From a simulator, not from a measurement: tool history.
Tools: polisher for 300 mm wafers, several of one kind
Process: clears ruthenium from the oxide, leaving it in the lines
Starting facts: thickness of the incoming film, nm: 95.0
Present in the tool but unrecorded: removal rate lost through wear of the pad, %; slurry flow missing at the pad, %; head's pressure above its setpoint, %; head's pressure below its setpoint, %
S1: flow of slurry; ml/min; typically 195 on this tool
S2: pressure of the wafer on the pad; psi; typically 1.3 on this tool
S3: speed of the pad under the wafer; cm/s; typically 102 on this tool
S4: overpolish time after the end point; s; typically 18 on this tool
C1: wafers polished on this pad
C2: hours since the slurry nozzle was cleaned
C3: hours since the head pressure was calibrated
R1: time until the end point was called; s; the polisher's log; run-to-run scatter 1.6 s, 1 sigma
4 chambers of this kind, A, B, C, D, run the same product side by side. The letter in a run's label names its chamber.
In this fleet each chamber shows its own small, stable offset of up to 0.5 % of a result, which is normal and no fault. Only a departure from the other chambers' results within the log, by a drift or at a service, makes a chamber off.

run,hour,S1,S2,S3,S4,C1,C2,C3,R1
1D,6,195,1.3,102,18,228,19.7,480.7,132.32
# hour 14.3: chamber C: worn pad replaced by a new one
2B,15,195,1.3,102,18,425,216.5,1146.2,134.54
3A,22.4,195,1.3,102,18,805,139.9,146.3,133.39
# hour 28.8: chamber A: worn pad replaced by a new one
4C,29.6,195,1.3,102,18,92,282.4,387.4,133.95
5D,37.1,195,0.8,102,8,415,50.8,511.8,221.3
6C,42.7,195,0.8,102,8,171,295.5,400.5,217.28
7A,50.2,195,0.8,102,8,129,167.7,174.1,222.92
8B,60.2,195,0.8,102,8,697,261.7,1191.4,212.63
9B,70.2,195,1.3,120,18,758,271.7,1201.4,114.29
10A,80.8,195,1.3,120,18,313,198.3,204.7,111.54
11D,90.6,195,1.3,120,18,737,104.3,565.3,114.32
12C,96.1,195,1.3,120,18,492,348.9,453.9,111.73
13B,103.9,195,1.3,102,18,960,305.4,1235.1,134.61
14A,114.3,195,1.3,102,18,514,231.8,238.2,129.09
15C,123.9,195,1.3,102,18,660,376.7,481.7,131.02
# hour 130.1: chamber D: worn pad replaced by a new one
16D,134.6,195,1.3,102,18,27,148.3,609.3,133.25
17D,142,195,1.3,102,15,71,155.7,616.7,133.48
18B,150.1,195,1.3,102,15,1238,351.6,1281.3,134.96
# hour 151.7: chamber B: worn pad replaced by a new one
# hour 153.9: chamber C: slurry nozzle cleaned
# hour 154: chamber C: worn pad replaced by a new one
19C,154.9,195,1.3,102,15,5,1.1,512.7,132.83
20A,163.2,195,1.3,102,15,809,280.7,287.1,132.91
# hour 169.2: chamber A: worn pad replaced by a new one
21B,170.3,195,1.3,102,18,112,371.8,1301.5,133.63
22A,176.3,195,1.3,102,18,43,293.8,300.2,133.94
23C,185.7,175,1.3,102,18,191,31.9,543.5,133.49
24D,196,175,1.3,102,18,396,209.7,670.7,135.09
# hour 197.1: chamber B: head pressure recalibrated
25A,206.3,175,1.3,102,18,223,323.8,330.2,135.58
26D,211.3,175,1.3,102,18,488,225,686,135.31
27B,217.2,195,0.9,124,18,394,418.7,20.1,169.45
28C,227,195,0.9,124,18,439,73.2,584.8,159.15
29B,235.4,195,0.9,124,18,504,436.9,38.3,170.51
30C,241.2,195,0.9,124,18,525,87.4,599,156.36
31D,247.5,195,1.3,102,18,706,261.2,722.2,133.99
32A,257,195,1.3,102,18,529,374.5,380.9,135.85
33D,264.3,195,1.3,102,18,807,278,739,132.51
# hour 272.1: chamber D: worn pad replaced by a new one
34A,273.1,195,1.3,102,18,625,390.6,397,134.03
35B,279.8,195,1.3,102,18,771,481.3,82.7,141.09
# hour 281.5: chamber C: worn pad replaced by a new one
36C,289.7,195,1.5,102,26,49,135.9,647.5,114.58
# hour 294: chamber A: worn pad replaced by a new one
37C,299,195,1.5,102,26,105,145.2,656.8,113.99
38B,304.6,195,1.5,102,26,920,506.1,107.5,125.58
39D,313.6,195,1.5,102,26,250,327.3,788.3,117.4
40A,318.6,195,1.3,102,18,148,436.1,442.5,131.12
41B,326.6,195,1.3,102,18,1053,528.1,129.5,145.89

Next, all 4 chambers run the settings below, one line each with question marks for the results. What does each chamber give?
42A,334.3,195,1.1,102,18,,,,?
42B,334.3,195,1.1,102,18,,,,?
42C,334.3,195,1.1,102,18,,,,?
42D,334.3,195,1.1,102,18,,,,?

run,R1
42A,156.22
42B,170.67
42C,160.69
42D,156.82

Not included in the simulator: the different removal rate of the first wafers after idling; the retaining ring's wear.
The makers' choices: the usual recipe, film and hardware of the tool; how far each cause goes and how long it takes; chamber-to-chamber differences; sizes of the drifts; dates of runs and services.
